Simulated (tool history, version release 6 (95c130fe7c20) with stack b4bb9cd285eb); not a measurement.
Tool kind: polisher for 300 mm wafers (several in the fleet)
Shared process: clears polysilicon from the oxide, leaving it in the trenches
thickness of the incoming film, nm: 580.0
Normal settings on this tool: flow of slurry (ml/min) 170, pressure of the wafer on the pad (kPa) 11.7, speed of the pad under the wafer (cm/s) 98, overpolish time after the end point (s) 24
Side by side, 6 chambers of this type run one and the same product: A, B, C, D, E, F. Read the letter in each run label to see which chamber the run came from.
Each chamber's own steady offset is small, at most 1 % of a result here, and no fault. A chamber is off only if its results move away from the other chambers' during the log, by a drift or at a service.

run   hour  flow of slurry (ml/min)  pressure of the wafer on the pad (kPa)  speed of the pad under the wafer (cm/s)  overpolish time after the end point (s)  wafers polished on this pad  hours since the slurry nozzle was cleaned  hours since the head pressure was calibrated  time until the end point was called (s)  dishing of a wide line in a test structure (nm)
       0.4  -- chamber B: head pressure recalibrated
       8.4  -- chamber A: worn pad replaced by a new one
 1F    8.7                      170                                    11.7                                       98                                       24                          661                                      592.7                                         214.8                                   58.393                                           41.489
 2A   16.6                      170                                    11.7                                       98                                       24                           47                                      430.7                                         825.7                                   58.037                                           43.077
 3D   22.3                      170                                    11.7                                       98                                       24                          395                                      201.9                                         714.0                                   57.653                                           42.091
 4B   31.6                      170                                    11.7                                       98                                       24                          249                                      349.3                                          31.3                                   58.974                                           41.886
 5E   39.3                      170                                    11.7                                       98                                       24                         1301                                      469.5                                         553.4                                   58.664                                           42.395
      47.3  -- chamber E: worn pad replaced by a new one
      47.7  -- chamber F: slurry nozzle cleaned
 6C   48.0                      170                                    11.7                                       98                                       24                          655                                       63.2                                        1027.4                                   58.483                                           41.897
 7B   54.3                      170                                    11.7                                       98                                       24                          378                                      372.0                                          54.0                                   59.019                                           41.934
 8C   61.4                      170                                    11.7                                       98                                       24                          732                                       76.6                                        1040.8                                   58.846                                           41.990
 9E   71.2                      170                                    11.7                                       98                                       24                          136                                      501.4                                         585.3                                   58.208                                           42.081
      76.5  -- chamber D: worn pad replaced by a new one
10D   81.1                      170                                    11.7                                       98                                       24                           26                                      260.7                                         772.8                                   58.810                                           41.546
      87.9  -- chamber F: worn pad replaced by a new one
11A   90.9                      170                                    11.7                                       98                                       24                          468                                      505.0                                         900.0                                   59.110                                           41.864
      98.0  -- chamber B: slurry nozzle cleaned
12F  100.8                      170                                    11.7                                       98                                       24                           73                                       53.1                                         306.9                                   59.171                                           42.319
13D  106.2                      170                                    11.7                                       98                                       24                          169                                      285.8                                         797.9                                   58.749                                           41.663
     108.1  -- chamber E: slurry nozzle cleaned
     111.2  -- chamber A: worn pad replaced by a new one
14B  114.6                      170                                    11.7                                       98                                       24                          720                                       16.7                                         114.3                                   59.463                                           42.293
     120.1  -- chamber C: worn pad replaced by a new one
15E  121.9                      170                                    11.7                                       98                                       24                          423                                       13.9                                         636.0                                   58.620                                           41.313
16F  127.0                      170                                    11.7                                       98                                       24                          222                                       79.3                                         333.1                                   58.937                                           42.261
17C  133.5                      170                                    11.7                                       98                                       24                           76                                      148.7                                        1112.9                                   58.751                                           42.473
     144.6  -- chamber F: head pressure recalibrated
18A  144.9                      170                                    11.7                                       98                                       24                          191                                      559.0                                         954.0                                   59.384                                           42.370
     150.0  -- chamber B: worn pad replaced by a new one
19F  155.2                      170                                    11.7                                       98                                       24                          382                                      107.5                                          10.6                                   59.418                                           41.313
20B  164.7                      170                                    11.7                                      128                                       24                           83                                       66.8                                         164.4                                   45.345                                           42.488
21D  174.6                      170                                    11.7                                      128                                       24                          557                                      354.2                                         866.3                                   44.618                                           41.576
22E  186.2                      170                                    11.7                                      128                                       24                          788                                       78.2                                         700.3                                   44.127                                           43.281
     189.0  -- chamber D: worn pad replaced by a new one
23C  194.9                      170                                    11.7                                      128                                       24                          424                                      210.1                                        1174.3                                   44.644                                           41.974
24A  203.8                      170                                    11.7                                      128                                       24                          526                                      617.9                                        1012.9                                   45.461                                           41.554
25C  214.9                      170                                    11.7                                      128                                       24                          538                                      230.1                                        1194.3                                   44.826                                           42.037
26D  223.5                      170                                    11.7                                       98                                       24                          195                                      403.1                                         915.2                                   58.583                                           42.336
27A  234.9                      170                                    11.7                                       98                                       24                          702                                      649.0                                        1044.0                                   59.172                                           42.200
28F  242.5                      170                                    11.7                                       98                                       24                          877                                      194.8                                          97.9                                   58.611                                           42.136
     244.6  -- chamber A: worn pad replaced by a new one
     251.6  -- chamber E: worn pad replaced by a new one
29B  252.3                      170                                    11.7                                       98                                       24                          580                                      154.4                                         252.0                                   60.226                                           41.268
30E  257.9                      130                                    11.7                                       98                                       13                           36                                      149.9                                         772.0                                   61.643                                           39.592
31D  263.9                      130                                    11.7                                       98                                       13                          425                                      443.5                                         955.6                                   61.311                                           39.338
32F  269.3                      130                                    11.7                                       98                                       13                         1029                                      221.6                                         124.7                                   60.842                                           38.459
33E  276.8                      130                                    11.7                                       98                                       13                          143                                      168.8                                         790.9                                   62.007                                           39.806
34A  288.0                      130                                    11.7                                       98                                       13                          246                                      702.1                                        1097.1                                   63.403                                           41.165
     291.3  -- chamber F: worn pad replaced by a new one
35C  297.5                      130                                    11.7                                       98                                       13                         1006                                      312.7                                        1276.9                                   60.619                                           39.875
     308.4  -- chamber B: worn pad replaced by a new one
36B  308.6                      170                                    11.7                                       98                                       24                            1                                      210.7                                         308.3                                   59.347                                           41.855
37B  313.8                      170                                    11.7                                       98                                       24                           30                                      215.9                                         313.5                                   59.411                                           41.809
38D  321.9                      170                                    13.8                                       98                                       36                          754                                      501.5                                        1013.6                                   49.993                                           43.391
39F  332.7                      170                                    13.8                                       98                                       36                          235                                      285.0                                         188.1                                   50.483                                           41.545
40A  338.7                      170                                    13.8                                       98                                       36                          534                                      752.8                                        1147.8                                   51.462                                           42.723

The same settings go to every chamber for the next run, one line per chamber below. Forecast the results for each:
41A  347.0                      170                                    11.7                                      122                                       24                                                                                                                                                              ?                                                ?
41B  347.0                      170                                    11.7                                      122                                       24                                                                                                                                                              ?                                                ?
41C  347.0                      170                                    11.7                                      122                                       24                                                                                                                                                              ?                                                ?
41D  347.0                      170                                    11.7                                      122                                       24                                                                                                                                                              ?                                                ?
41E  347.0                      170                                    11.7                                      122                                       24                                                                                                                                                              ?                                                ?
41F  347.0                      170                                    11.7                                      122                                       24                                                                                                                                                              ?                                                ?

run  time until the end point was called (s)  dishing of a wide line in a test structure (nm)
41A                                   47.698                                           43.019
41B                                   47.589                                           41.781
41C                                   47.004                                           42.265
41D                                   46.845                                           43.164
41E                                   47.116                                           42.309
41F                                   46.860                                           42.910

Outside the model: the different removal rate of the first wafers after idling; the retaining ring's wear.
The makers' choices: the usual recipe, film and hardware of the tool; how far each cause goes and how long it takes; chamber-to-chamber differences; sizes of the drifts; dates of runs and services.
